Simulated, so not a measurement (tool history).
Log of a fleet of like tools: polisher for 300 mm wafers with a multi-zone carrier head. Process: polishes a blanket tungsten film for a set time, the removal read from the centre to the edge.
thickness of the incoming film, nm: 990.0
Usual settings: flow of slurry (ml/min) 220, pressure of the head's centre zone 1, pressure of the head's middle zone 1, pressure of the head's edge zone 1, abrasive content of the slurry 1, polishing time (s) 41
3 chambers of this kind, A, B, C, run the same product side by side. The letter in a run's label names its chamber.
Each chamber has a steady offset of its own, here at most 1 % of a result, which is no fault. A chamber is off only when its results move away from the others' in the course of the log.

| run | hour | flow of slurry (ml/min) | pressure of the head's centre zone | pressure of the head's middle zone | pressure of the head's edge zone | abrasive content of the slurry | polishing time (s) | wafers polished on this pad | hours since the slurry nozzle was cleaned | hours since the centre zone pressure was calibrated | hours since the edge zone pressure was calibrated | film removed at the wafer's centre (nm) | film removed at mid-radius (nm) | film removed at the wafer's edge (nm) |
|---|---|---|---|---|---|---|---|---|---|---|---|---|---|---|
|  | 1.5 | chamber C: worn pad replaced by a new one |
| 1B | 3.6 | 220 | 1 | 1 | 1 | 1 | 41 | 691 | 85.8 | 134.7 | 745.1 | 344.81 | 345.43 | 339.41 |
| 2A | 9.1 | 220 | 1 | 1 | 1 | 1 | 41 | 879 | 17.9 | 150.6 | 872.5 | 335.53 | 336.01 | 337.14 |
|  | 12 | chamber B: worn pad replaced by a new one |
| 3C | 13.7 | 220 | 1 | 1 | 1 | 1 | 41 | 191 | 478.6 | 599 | 197.7 | 339.74 | 336.16 | 339.05 |
| 4A | 16.9 | 220 | 1 | 1 | 1 | 1 | 41 | 1002 | 25.7 | 158.4 | 880.3 | 343.21 | 336.58 | 342.08 |
| 5B | 21.3 | 220 | 1 | 1 | 1 | 1 | 41 | 146 | 103.5 | 152.4 | 762.8 | 343 | 338.16 | 338.25 |
| 6C | 26.9 | 220 | 1 | 1 | 1 | 1 | 41 | 398 | 491.8 | 612.2 | 210.9 | 340 | 337.15 | 339.79 |
| 7B | 31.5 | 220 | 1 | 1 | 1 | 1 | 41 | 306 | 113.7 | 162.6 | 773 | 344.32 | 344.39 | 334.88 |
| 8A | 37.4 | 220 | 1 | 1 | 1 | 1 | 41 | 1323 | 46.2 | 178.9 | 900.8 | 342.23 | 348 | 338.27 |
| 9C | 43.7 | 220 | 1 | 1 | 1 | 1 | 41 | 662 | 508.6 | 629 | 227.7 | 338.18 | 333.12 | 337.07 |
| 10A | 50.5 | 220 | 1 | 1 | 1 | 1 | 41 | 1529 | 59.3 | 192 | 913.9 | 338.55 | 347.9 | 343.38 |
| 11B | 54.3 | 220 | 1 | 1 | 1 | 1 | 41 | 664 | 136.5 | 185.4 | 795.8 | 336.82 | 342.8 | 338.59 |
|  | 59.8 | chamber C: worn pad replaced by a new one |
| 12C | 59.9 | 220 | 1 | 1 | 1 | 1 | 41 | 1 | 524.8 | 645.2 | 243.9 | 336.06 | 333.28 | 336.8 |
|  | 61 | chamber B: worn pad replaced by a new one |
| 13B | 65 | 220 | 1 | 1 | 1 | 1 | 41 | 62 | 147.2 | 196.1 | 806.5 | 340.71 | 339.49 | 336.81 |
| 14A | 70.2 | 220 | 1 | 1 | 1 | 1 | 41 | 1838 | 79 | 211.7 | 933.6 | 335.22 | 345.41 | 340.13 |
| 15C | 75.4 | 220 | 1 | 1 | 1 | 1 | 41 | 244 | 540.3 | 660.7 | 259.4 | 341.49 | 336.4 | 341.63 |
| 16C | 81.8 | 220 | 1 | 1 | 1 | 1 | 41 | 345 | 546.7 | 667.1 | 265.8 | 332.42 | 347.28 | 341.91 |
| 17A | 87.1 | 220 | 1 | 1 | 1 | 1 | 41 | 2103 | 95.9 | 228.6 | 950.5 | 332.93 | 331.44 | 338.88 |
| 18B | 92.3 | 220 | 1 | 1 | 1 | 1 | 41 | 491 | 174.5 | 223.4 | 833.8 | 344.99 | 342.57 | 342.56 |
| 19A | 99 | 220 | 1 | 1 | 1 | 1 | 41 | 2290 | 107.8 | 240.5 | 962.4 | 331.27 | 331.69 | 328.25 |
| 20C | 103.8 | 220 | 1 | 1 | 1 | 1 | 41 | 690 | 568.7 | 689.1 | 287.8 | 341.75 | 335.65 | 339.77 |
|  | 106.3 | chamber B: worn pad replaced by a new one |
| 21B | 108.5 | 220 | 1 | 1 | 1 | 1 | 41 | 34 | 190.7 | 239.6 | 850 | 340.68 | 339.19 | 335.04 |
| 22B | 112.3 | 220 | 1 | 1 | 1 | 1 | 41 | 94 | 194.5 | 243.4 | 853.8 | 342.1 | 345.47 | 335.31 |
| 23C | 119.2 | 220 | 1 | 1 | 1 | 1 | 41 | 931 | 584.1 | 704.5 | 303.2 | 340.14 | 340.54 | 344.6 |
|  | 120.6 | chamber C: worn pad replaced by a new one |
| 24A | 123.6 | 220 | 1 | 1 | 1 | 1 | 41 | 2676 | 132.4 | 265.1 | 987 | 318.11 | 321.66 | 327.75 |
| 25A | 127.3 | 220 | 1 | 1 | 1 | 1 | 41 | 2734 | 136.1 | 268.8 | 990.7 | 318.23 | 322.41 | 319.72 |
| 26B | 132.6 | 220 | 1 | 1 | 1 | 1 | 41 | 412 | 214.8 | 263.7 | 874.1 | 347.84 | 341.33 | 343.2 |
|  | 134.8 | chamber C: edge zone pressure recalibrated |
| 27C | 135.6 | 220 | 1 | 1 | 1 | 1 | 41 | 236 | 600.5 | 720.9 | 0.9 | 341.73 | 335.38 | 336.27 |
| 28C | 140.1 | 220 | 1 | 1 | 1 | 1 | 41 | 306 | 605 | 725.4 | 5.4 | 334.51 | 333.05 | 334.74 |
| 29B | 143.6 | 220 | 1 | 1 | 1 | 1 | 41 | 585 | 225.8 | 274.7 | 885.1 | 343.39 | 344.76 | 339.66 |
|  | 147.9 | chamber B: worn pad replaced by a new one |
| 30A | 148 | 220 | 1 | 1 | 1 | 1 | 41 | 3058 | 156.8 | 289.5 | 1011.4 | 316.1 | 319.93 | 313.57 |
| 31A | 153.1 | 220 | 1 | 1 | 1 | 1 | 41 | 3138 | 161.9 | 294.6 | 1016.5 | 317.95 | 316.62 | 311.22 |
| 32B | 159.4 | 220 | 1 | 1 | 1 | 1 | 41 | 181 | 241.6 | 290.5 | 900.9 | 345.65 | 342.37 | 334.83 |
| 33C | 162.8 | 220 | 1 | 1 | 1 | 1 | 41 | 662 | 627.7 | 748.1 | 28.1 | 337.04 | 340.29 | 334.76 |
| 34B | 167.5 | 220 | 1 | 1 | 1 | 1 | 41 | 308 | 249.7 | 298.6 | 909 | 340.37 | 342.65 | 345.28 |
| 35A | 172.7 | 255 | 1 | 1 | 0.93 | 1 | 41 | 3446 | 181.5 | 314.2 | 1036.1 | 313.43 | 314.95 | 302.44 |
| 36C | 177.2 | 255 | 1 | 1 | 0.93 | 1 | 41 | 888 | 642.1 | 762.5 | 42.5 | 346.39 | 344.72 | 329.41 |
|  | 181.9 | chamber C: worn pad replaced by a new one |
| 37A | 184.1 | 255 | 1 | 1 | 0.93 | 1 | 41 | 3625 | 192.9 | 325.6 | 1047.5 | 302.84 | 310.93 | 297.44 |
| 38C | 188.7 | 220 | 1 | 1 | 1 | 1 | 41 | 107 | 653.6 | 774 | 54 | 339.27 | 339.28 | 344.55 |

What goes on in this fleet: one chamber off, a drifting gauge, or nothing beyond the chambers' own small offsets? Name the chamber and the cause, if any.

Chamber A drifts away from the others.
Cause: removal rate lost through wear of the pad, % = 11.9.

Here are 4 candidates for chamber A's next run, each the usual settings with a change, their results left as question marks. Which one brings its results back in line with what the others give on the usual settings?
In line means no further than this from the other chambers' mean on the usual settings: film removed at the wafer's centre (nm) 12; film removed at mid-radius (nm) 12; film removed at the wafer's edge (nm) 11
| 39A-1 | 193.7 | 220 | 1 | 1 | 1.01 | 1 | 44 |  |  |  |  | ? | ? | ? |
| 39A-2 | 193.7 | 225 | 1 | 1 | 1.01 | 1 | 46 |  |  |  |  | ? | ? | ? |
| 39A-3 | 193.7 | 220 | 1 | 1 | 1 | 1 | 38 |  |  |  |  | ? | ? | ? |
| 39A-4 | 193.7 | 215 | 1 | 1 | 0.99 | 1 | 36 |  |  |  |  | ? | ? | ? |

The other chambers' mean on the usual settings: film removed at the wafer's centre (nm) 339.28; film removed at mid-radius (nm) 339.96; film removed at the wafer's edge (nm) 340.19
| run | film removed at the wafer's centre (nm) | film removed at mid-radius (nm) | film removed at the wafer's edge (nm) |
|---|---|---|---|
| 39A-1 | 321.17 | 322.93 | 324.77 |
| 39A-2 | 336.86 | 338.59 | 340.27 |
| 39A-3 | 277.38 | 278.9 | 279.02 |
| 39A-4 | 261.89 | 263.42 | 262.35 |
39A-2 brings the chamber back in line.
